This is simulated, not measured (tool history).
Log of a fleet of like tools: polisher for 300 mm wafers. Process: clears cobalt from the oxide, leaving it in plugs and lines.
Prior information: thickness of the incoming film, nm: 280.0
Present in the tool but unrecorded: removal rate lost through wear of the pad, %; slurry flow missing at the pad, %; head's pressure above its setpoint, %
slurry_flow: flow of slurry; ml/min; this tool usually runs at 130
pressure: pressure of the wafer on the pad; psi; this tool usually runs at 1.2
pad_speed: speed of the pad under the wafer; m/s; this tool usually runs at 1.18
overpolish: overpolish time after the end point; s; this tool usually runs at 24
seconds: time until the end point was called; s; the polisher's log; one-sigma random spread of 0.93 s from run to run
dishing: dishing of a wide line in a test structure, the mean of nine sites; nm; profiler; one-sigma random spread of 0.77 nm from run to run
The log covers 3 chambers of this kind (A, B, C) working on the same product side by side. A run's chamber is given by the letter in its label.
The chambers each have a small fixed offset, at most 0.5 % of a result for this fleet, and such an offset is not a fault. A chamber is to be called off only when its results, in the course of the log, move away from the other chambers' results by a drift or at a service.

run	day	slurry_flow	pressure	pad_speed	overpolish	wafers polished on this pad	hours since the slurry nozzle was cleaned	hours since the head pressure was calibrated	seconds	dishing
1C	0.125	130	1.2	1.18	24	349	67.4	622.0	96.690	42.188
2B	0.246	130	1.2	1.18	24	173	326.4	78.0	93.259	41.913
3A	0.329	130	1.2	1.18	24	354	13.8	138.9	96.885	44.587
4C	0.433	130	1.2	1.18	24	419	74.8	629.4	94.523	43.847
5A	0.571	130	1.2	1.18	24	409	19.6	144.7	96.057	42.429
6B	0.721	130	1.2	1.18	24	280	337.8	89.4	95.920	42.359
7C	0.838	130	1.2	1.18	24	510	84.5	639.1	94.520	44.547
8B	0.962	130	1.2	1.18	24	334	343.6	95.2	95.064	43.166
9A	1.075	130	1.2	1.18	24	522	31.7	156.8	95.871	42.523
10A	1.212	130	1.2	1.18	24	553	35.0	160.1	96.401	42.526
11B	1.321	130	1.2	1.58	24	415	352.2	103.8	69.551	50.303
12C	1.421	130	1.2	1.58	24	641	98.5	653.1	69.271	50.662
13B	1.512	130	1.2	1.58	24	458	356.8	108.4	71.561	47.412
14A	1.646	130	1.2	1.18	24	651	45.4	170.5	95.196	43.564
15C	1.746	145	0.9	1.18	24	714	106.3	660.9	125.210	35.984
16B	1.854	145	0.9	1.18	24	535	365.0	116.6	123.110	36.473
17C	2.025	145	0.9	1.18	24	777	113.0	667.6	124.740	37.847
18A	2.117	130	1.2	1.18	24	757	56.7	181.8	94.345	44.047
19B	2.242	130	1.2	1.18	24	622	374.3	125.9	94.901	43.125
# day 2.267: chamber A: worn pad replaced by a new one
20A	2.379	130	1.2	1.18	24	25	63.0	188.1	96.741	43.127
21C	2.546	130	1.2	1.18	24	894	125.5	680.1	94.869	43.618
22C	2.683	130	1.2	1.18	24	925	128.8	683.4	94.234	44.133
23B	2.767	130	1.2	1.18	24	740	386.9	138.5	94.671	42.091
# day 2.775: chamber B: worn pad replaced by a new one
24A	2.938	130	1.2	1.18	24	150	76.4	201.5	96.489	43.327
# day 3.017: chamber C: worn pad replaced by a new one
25B	3.033	130	1.2	1.18	24	58	393.3	144.9	95.114	43.655
26C	3.117	130	1.2	1.18	24	22	139.2	693.8	93.839	42.975
27A	3.221	130	1.2	1.18	24	214	83.2	208.3	95.639	43.762
28A	3.329	130	1.2	1.18	24	239	85.8	210.9	95.125	43.849
29B	3.421	130	1.2	1.18	24	145	402.6	154.2	95.950	42.846
30C	3.571	165	1.2	1.18	24	124	150.1	704.7	91.088	44.796
31A	3.650	165	1.2	1.18	24	311	93.5	218.6	92.063	44.501
32B	3.821	165	1.2	1.18	24	235	412.2	163.8	88.893	43.170
33C	3.971	130	1.2	1.18	24	214	159.7	714.3	95.494	44.053
34C	4.112	130	1.2	1.18	24	246	163.1	717.7	94.102	43.089
35A	4.258	130	1.2	1.18	24	447	108.1	233.2	94.283	43.610
# day 4.358: chamber C: head pressure recalibrated
36B	4.421	130	1.2	1.18	24	370	426.6	178.2	94.014	43.352
37C	4.508	130	1.2	1.18	24	335	172.6	3.6	93.711	42.991

Next, every chamber runs the same settings. What will each give?
38A	4.633	130	1.2	1.18	24				?	?
38B	4.633	130	1.2	1.18	24				?	?
38C	4.633	130	1.2	1.18	24				?	?

run	seconds	dishing
38A	96.414	43.959
38B	96.691	43.899
38C	94.158	44.080
